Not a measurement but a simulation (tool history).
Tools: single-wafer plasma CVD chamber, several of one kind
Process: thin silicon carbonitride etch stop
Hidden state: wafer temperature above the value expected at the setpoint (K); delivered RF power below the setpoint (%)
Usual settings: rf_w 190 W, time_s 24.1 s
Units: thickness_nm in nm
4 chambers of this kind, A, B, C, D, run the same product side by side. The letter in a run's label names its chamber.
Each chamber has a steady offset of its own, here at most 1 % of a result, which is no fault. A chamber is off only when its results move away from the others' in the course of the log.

run,hour,rf_w,time_s,hours since the last thermocouple change,hours since the last RF generator calibration,"read-back reference wafer on the same gauge, thickness_nm",thickness_nm
1A,12.5,190,24.1,1389.6,226.2,13.207,13.469
2D,21.6,190,24.1,155,1193.3,13.207,13.628
3B,33.3,190,24.1,2032.8,760.9,13.209,13.598
4C,39.6,190,24.1,165.7,1350.6,13.212,13.464
5A,50.1,190,24.1,1427.2,263.8,13.212,13.471
6C,58.7,190,24.1,184.8,1369.7,13.22,13.482
7D,68.5,190,24.1,201.9,1240.2,13.221,13.607
8B,75.3,190,24.1,2074.8,802.9,13.221,13.634
# hour 79.5: chamber D: RF generator calibrated
9C,81.9,215,20.3,208,1392.9,13.231,11.79
10D,87.4,215,20.3,220.8,8,13.221,11.962
11B,94.9,215,20.3,2094.4,822.5,13.225,11.944
12A,107.1,215,20.3,1484.2,320.8,13.231,11.805
13A,113.5,190,24.1,1490.6,327.2,13.236,13.504
14D,125.6,190,24.1,259,46.2,13.235,13.68
15C,133.4,190,24.1,259.5,1444.4,13.243,13.479
16B,141.1,190,24.1,2140.6,868.7,13.244,13.621
17B,152.7,190,24.1,2152.2,880.3,13.249,13.657
18A,158.5,190,24.1,1535.6,372.2,13.243,13.518
19D,166.2,190,24.1,299.6,86.8,13.248,13.728
# hour 172.8: chamber B: thermocouple changed; heater temperature recalibrated
20C,174.4,190,24.1,300.5,1485.4,13.248,13.521
21B,181.8,190,24.1,9,909.4,13.255,13.601
22C,189,190,24.1,315.1,1500,13.254,13.531
23D,201.2,190,24.1,334.6,121.8,13.262,13.668
24A,211.8,190,24.1,1588.9,425.5,13.262,13.498
25C,219.9,190,24.1,346,1530.9,13.265,13.51
26A,227.2,160,24.1,1604.3,440.9,13.269,12.846
27D,235.5,160,24.1,368.9,156.1,13.268,12.983
28B,242.7,160,24.1,69.9,970.3,13.268,12.962
29C,253.3,160,24.1,379.4,1564.3,13.277,12.81
30A,264.2,190,24.1,1641.3,477.9,13.28,13.528

Next, every chamber runs the same settings. What will each give?
31A,273.4,225,24.1,,,,?
31B,273.4,225,24.1,,,,?
31C,273.4,225,24.1,,,,?
31D,273.4,225,24.1,,,,?

run,thickness_nm
31A,14.278
31B,14.407
31C,14.245
31D,14.438

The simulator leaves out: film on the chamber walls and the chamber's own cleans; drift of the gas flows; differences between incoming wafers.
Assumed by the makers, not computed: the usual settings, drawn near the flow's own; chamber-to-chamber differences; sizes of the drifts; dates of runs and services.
